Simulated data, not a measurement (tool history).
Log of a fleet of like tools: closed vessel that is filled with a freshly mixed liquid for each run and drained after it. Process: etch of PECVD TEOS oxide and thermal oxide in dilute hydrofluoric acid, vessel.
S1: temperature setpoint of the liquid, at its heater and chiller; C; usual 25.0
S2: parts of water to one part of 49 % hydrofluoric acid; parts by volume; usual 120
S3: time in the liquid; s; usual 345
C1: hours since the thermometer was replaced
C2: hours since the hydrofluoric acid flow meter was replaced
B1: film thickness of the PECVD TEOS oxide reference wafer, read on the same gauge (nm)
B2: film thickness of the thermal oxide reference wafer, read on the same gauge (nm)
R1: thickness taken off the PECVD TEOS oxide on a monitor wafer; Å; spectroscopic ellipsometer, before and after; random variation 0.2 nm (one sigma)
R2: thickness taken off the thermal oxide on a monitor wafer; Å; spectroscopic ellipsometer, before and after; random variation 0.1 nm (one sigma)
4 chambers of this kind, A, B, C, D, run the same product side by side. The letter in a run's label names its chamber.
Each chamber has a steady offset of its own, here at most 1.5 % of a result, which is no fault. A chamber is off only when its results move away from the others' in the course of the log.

| run | hour | S1 | S2 | S3 | C1 | C2 | B1 | B2 | R1 | R2 |
|---|---|---|---|---|---|---|---|---|---|---|
| 1D | 14.6 | 25.0 | 120 | 345 | 3022.6 | 942.7 | 80.003 | 89.969 | 261.72 | 130.63 |
|  | 19.8 | chamber D: thermometer replaced |
| 2A | 28.5 | 25.0 | 120 | 345 | 653.1 | 663.4 | 80.017 | 89.962 | 261.14 | 132.09 |
|  | 34.0 | chamber A: hydrofluoric acid flow meter replaced |
| 3C | 42.9 | 25.0 | 120 | 345 | 686.0 | 212.2 | 80.062 | 89.969 | 254.65 | 129.59 |
| 4B | 51.8 | 25.0 | 120 | 345 | 710.7 | 848.9 | 80.022 | 89.985 | 257.54 | 130.73 |
| 5C | 61.6 | 25.0 | 120 | 345 | 704.7 | 230.9 | 79.979 | 90.007 | 257.79 | 128.57 |
| 6D | 77.2 | 25.0 | 120 | 345 | 57.5 | 1005.3 | 80.000 | 89.966 | 260.20 | 129.30 |
| 7A | 84.3 | 27.5 | 145 | 345 | 708.9 | 50.3 | 79.999 | 89.998 | 230.19 | 115.85 |
| 8B | 98.5 | 27.5 | 145 | 345 | 757.4 | 895.6 | 80.002 | 89.991 | 230.38 | 115.23 |
| 9B | 106.5 | 27.5 | 145 | 345 | 765.4 | 903.6 | 79.957 | 89.999 | 230.10 | 116.65 |
| 10D | 115.2 | 27.5 | 145 | 345 | 95.5 | 1043.3 | 79.987 | 89.954 | 229.22 | 115.26 |
| 11C | 127.7 | 25.0 | 70 | 345 | 770.8 | 297.0 | 80.010 | 90.002 | 477.54 | 240.25 |
| 12A | 138.3 | 25.0 | 70 | 345 | 762.9 | 104.3 | 79.987 | 90.038 | 463.90 | 233.12 |
| 13D | 150.6 | 25.0 | 70 | 345 | 130.9 | 1078.7 | 80.019 | 90.022 | 470.47 | 235.87 |
| 14A | 165.6 | 25.0 | 70 | 345 | 790.2 | 131.6 | 79.971 | 89.977 | 462.25 | 235.17 |
| 15B | 181.4 | 25.0 | 120 | 345 | 840.3 | 978.5 | 79.940 | 90.020 | 258.47 | 129.48 |
| 16C | 188.6 | 25.0 | 120 | 345 | 831.7 | 357.9 | 79.993 | 89.994 | 259.86 | 130.58 |
| 17B | 203.6 | 25.0 | 120 | 345 | 862.5 | 1000.7 | 79.961 | 90.028 | 258.69 | 130.11 |
| 18A | 214.9 | 25.0 | 120 | 345 | 839.5 | 180.9 | 79.990 | 90.033 | 242.24 | 126.19 |
| 19D | 228.6 | 25.0 | 120 | 345 | 208.9 | 1156.7 | 80.011 | 90.011 | 260.33 | 132.39 |
| 20C | 239.7 | 25.0 | 120 | 345 | 882.8 | 409.0 | 79.991 | 90.012 | 259.55 | 132.34 |
| 21C | 254.9 | 25.0 | 120 | 345 | 898.0 | 424.2 | 80.006 | 90.018 | 254.56 | 131.37 |
| 22D | 264.4 | 25.0 | 120 | 345 | 244.7 | 1192.5 | 79.981 | 90.023 | 261.45 | 129.58 |
| 23A | 272.8 | 25.0 | 120 | 345 | 897.4 | 238.8 | 79.983 | 89.969 | 239.46 | 120.75 |
| 24B | 284.2 | 25.0 | 120 | 345 | 943.1 | 1081.3 | 79.972 | 89.957 | 259.70 | 131.16 |
| 25C | 291.5 | 25.0 | 120 | 345 | 934.6 | 460.8 | 79.995 | 90.013 | 257.07 | 131.43 |

What goes on in this fleet: one chamber off, a drifting gauge, or nothing beyond the chambers' own small offsets? Name the chamber and the cause, if any.

Chamber A drifts away from the others.
Cause: liquid colder than its thermometer reads (K) = 2.5.
The log may not tell that from: hydrofluoric acid flow below the setpoint (%).

Here are 4 candidates for chamber A's next run, each the usual settings with a change, their results left as question marks. Which one brings its results back in line with what the others give on the usual settings?
In line means no further than this from the other chambers' mean on the usual settings: R1 7.10 Å; R2 3.70 Å
| 26A-1 | 303.0 | 25.0 | 120 | 355 |  |  |  |  | ? | ? |
| 26A-2 | 303.0 | 25.0 | 125 | 330 |  |  |  |  | ? | ? |
| 26A-3 | 303.0 | 25.0 | 115 | 360 |  |  |  |  | ? | ? |
| 26A-4 | 303.0 | 25.0 | 120 | 335 |  |  |  |  | ? | ? |

The other chambers' mean on the usual settings: R1 258.96 Å; R2 130.39 Å
| run | R1 | R2 |
|---|---|---|
| 26A-1 | 242.10 | 122.96 |
| 26A-2 | 214.77 | 109.08 |
| 26A-3 | 257.72 | 130.89 |
| 26A-4 | 228.46 | 116.03 |
26A-3 brings the chamber back in line.

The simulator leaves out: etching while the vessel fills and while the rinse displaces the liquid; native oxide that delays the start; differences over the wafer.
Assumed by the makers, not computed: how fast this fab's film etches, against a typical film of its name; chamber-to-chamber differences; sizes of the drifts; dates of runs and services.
